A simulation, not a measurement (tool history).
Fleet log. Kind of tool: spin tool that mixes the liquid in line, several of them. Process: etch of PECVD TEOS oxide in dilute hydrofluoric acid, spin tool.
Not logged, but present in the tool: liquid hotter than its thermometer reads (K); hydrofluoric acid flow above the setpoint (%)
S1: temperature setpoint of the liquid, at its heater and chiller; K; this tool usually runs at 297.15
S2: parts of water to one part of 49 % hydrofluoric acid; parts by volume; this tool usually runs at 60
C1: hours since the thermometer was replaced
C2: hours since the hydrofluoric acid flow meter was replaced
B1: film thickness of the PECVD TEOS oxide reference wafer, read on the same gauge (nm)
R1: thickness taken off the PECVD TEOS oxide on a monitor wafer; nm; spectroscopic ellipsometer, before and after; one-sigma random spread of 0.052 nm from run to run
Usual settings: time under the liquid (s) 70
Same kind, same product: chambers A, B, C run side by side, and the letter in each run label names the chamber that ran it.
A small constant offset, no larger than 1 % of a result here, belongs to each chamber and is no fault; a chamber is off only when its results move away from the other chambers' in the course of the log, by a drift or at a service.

{"run": "1C", "day": 0.204, "S1": 297.15, "S2": 60, "time under the liquid (s)": 70, "C1": 1550.4, "C2": 786.2, "B1": 89.992, "R1": 10.576}
{"run": "2B", "day": 0.404, "S1": 297.15, "S2": 60, "time under the liquid (s)": 70, "C1": 23.6, "C2": 819.5, "B1": 89.977, "R1": 10.552}
{"run": "3A", "day": 0.529, "S1": 297.15, "S2": 60, "time under the liquid (s)": 70, "C1": 124.0, "C2": 587.9, "B1": 90.023, "R1": 10.575}
{"run": "4B", "day": 0.717, "S1": 297.15, "S2": 60, "time under the liquid (s)": 70, "C1": 31.1, "C2": 827.0, "B1": 89.993, "R1": 10.524}
{"run": "5C", "day": 0.992, "S1": 297.15, "S2": 60, "time under the liquid (s)": 70, "C1": 1569.3, "C2": 805.1, "B1": 90.013, "R1": 10.613}
{"run": "6A", "day": 1.258, "S1": 297.15, "S2": 60, "time under the liquid (s)": 70, "C1": 141.5, "C2": 605.4, "B1": 90.024, "R1": 10.541}
{"run": "7A", "day": 1.5, "S1": 297.15, "S2": 60, "time under the liquid (s)": 70, "C1": 147.3, "C2": 611.2, "B1": 90.012, "R1": 10.536}
{"run": "8C", "day": 1.754, "S1": 297.15, "S2": 60, "time under the liquid (s)": 35, "C1": 1587.6, "C2": 823.4, "B1": 89.974, "R1": 5.2373}
{"run": "9B", "day": 1.962, "S1": 297.15, "S2": 60, "time under the liquid (s)": 35, "C1": 61.0, "C2": 856.9, "B1": 89.991, "R1": 5.2755}
{"run": "10C", "day": 2.238, "S1": 297.15, "S2": 60, "time under the liquid (s)": 35, "C1": 1599.2, "C2": 835.0, "B1": 89.981, "R1": 5.3004}
{"run": "11B", "day": 2.388, "S1": 299.65, "S2": 60, "time under the liquid (s)": 70, "C1": 71.2, "C2": 867.1, "B1": 90.038, "R1": 11.759}
{"run": "12A", "day": 2.604, "S1": 299.65, "S2": 60, "time under the liquid (s)": 70, "C1": 173.8, "C2": 637.7, "B1": 90.009, "R1": 11.999}
{"run": "13C", "day": 2.875, "S1": 299.65, "S2": 60, "time under the liquid (s)": 70, "C1": 1614.5, "C2": 850.3, "B1": 89.983, "R1": 11.661}
{"run": "14B", "day": 3.075, "S1": 297.15, "S2": 60, "time under the liquid (s)": 100, "C1": 87.7, "C2": 883.6, "B1": 90.022, "R1": 15.161}
{"run": "15A", "day": 3.254, "S1": 297.15, "S2": 60, "time under the liquid (s)": 100, "C1": 189.4, "C2": 653.3, "B1": 89.995, "R1": 15.579}
{"run": "16C", "day": 3.525, "S1": 297.15, "S2": 60, "time under the liquid (s)": 100, "C1": 1630.1, "C2": 865.9, "B1": 90.034, "R1": 15.109}
{"run": "17A", "day": 3.692, "S1": 293.15, "S2": 60, "time under the liquid (s)": 70, "C1": 199.9, "C2": 663.8, "B1": 89.985, "R1": 9.2346}
{"run": "18B", "day": 3.921, "S1": 293.15, "S2": 60, "time under the liquid (s)": 70, "C1": 108.0, "C2": 903.9, "B1": 90.0, "R1": 8.9735}
{"run": "19C", "day": 4.05, "S1": 293.15, "S2": 60, "time under the liquid (s)": 70, "C1": 1642.7, "C2": 878.5, "B1": 89.988, "R1": 9.021}
{"run": "20A", "day": 4.183, "S1": 297.15, "S2": 60, "time under the liquid (s)": 70, "C1": 211.7, "C2": 675.6, "B1": 90.014, "R1": 10.973}
{"run": "21B", "day": 4.404, "S1": 294.65, "S2": 60, "time under the liquid (s)": 70, "C1": 119.6, "C2": 915.5, "B1": 89.997, "R1": 9.5893}
{"run": "22B", "day": 4.633, "S1": 294.65, "S2": 60, "time under the liquid (s)": 70, "C1": 125.1, "C2": 921.0, "B1": 90.004, "R1": 9.6339}
{"run": "23C", "day": 4.858, "S1": 294.65, "S2": 60, "time under the liquid (s)": 70, "C1": 1662.1, "C2": 897.9, "B1": 89.979, "R1": 9.6486}
{"run": "24A", "day": 5.138, "S1": 297.15, "S2": 60, "time under the liquid (s)": 70, "C1": 234.6, "C2": 698.5, "B1": 89.992, "R1": 11.18}

Is one chamber out of step, is the gauge drifting, or do the chambers differ by no more than their own small offsets? For an off chamber, give its letter and the likeliest cause.

It is chamber A that slowly wanders off from its peers.
Cause: hydrofluoric acid flow above the setpoint (%) = 6.03.
Not necessarily distinguishable in this log from: liquid hotter than its thermometer reads (K).

Which of the 4 candidates below, each the usual settings with something changed and its results left as question marks, puts chamber A back in line with what the other chambers give on the usual settings?
To be in line, a result may differ from the other chambers' mean on the usual settings by at most: R1 0.1800 nm
{"run": "25A-1", "day": 5.342, "S1": 298.65, "S2": 60, "time under the liquid (s)": 70, "R1": "?"}
{"run": "25A-2", "day": 5.342, "S1": 295.65, "S2": 60, "time under the liquid (s)": 70, "R1": "?"}
{"run": "25A-3", "day": 5.342, "S1": 296.65, "S2": 60, "time under the liquid (s)": 65, "R1": "?"}
{"run": "25A-4", "day": 5.342, "S1": 297.15, "S2": 55, "time under the liquid (s)": 70, "R1": "?"}

What the other chambers average on the usual settings: R1 10.5890 nm
run=25A-1 R1=11.9180
run=25A-2 R1=10.5580
run=25A-3 R1=10.2130
run=25A-4 R1=12.3190
25A-2 puts the chamber back in line with the other chambers.

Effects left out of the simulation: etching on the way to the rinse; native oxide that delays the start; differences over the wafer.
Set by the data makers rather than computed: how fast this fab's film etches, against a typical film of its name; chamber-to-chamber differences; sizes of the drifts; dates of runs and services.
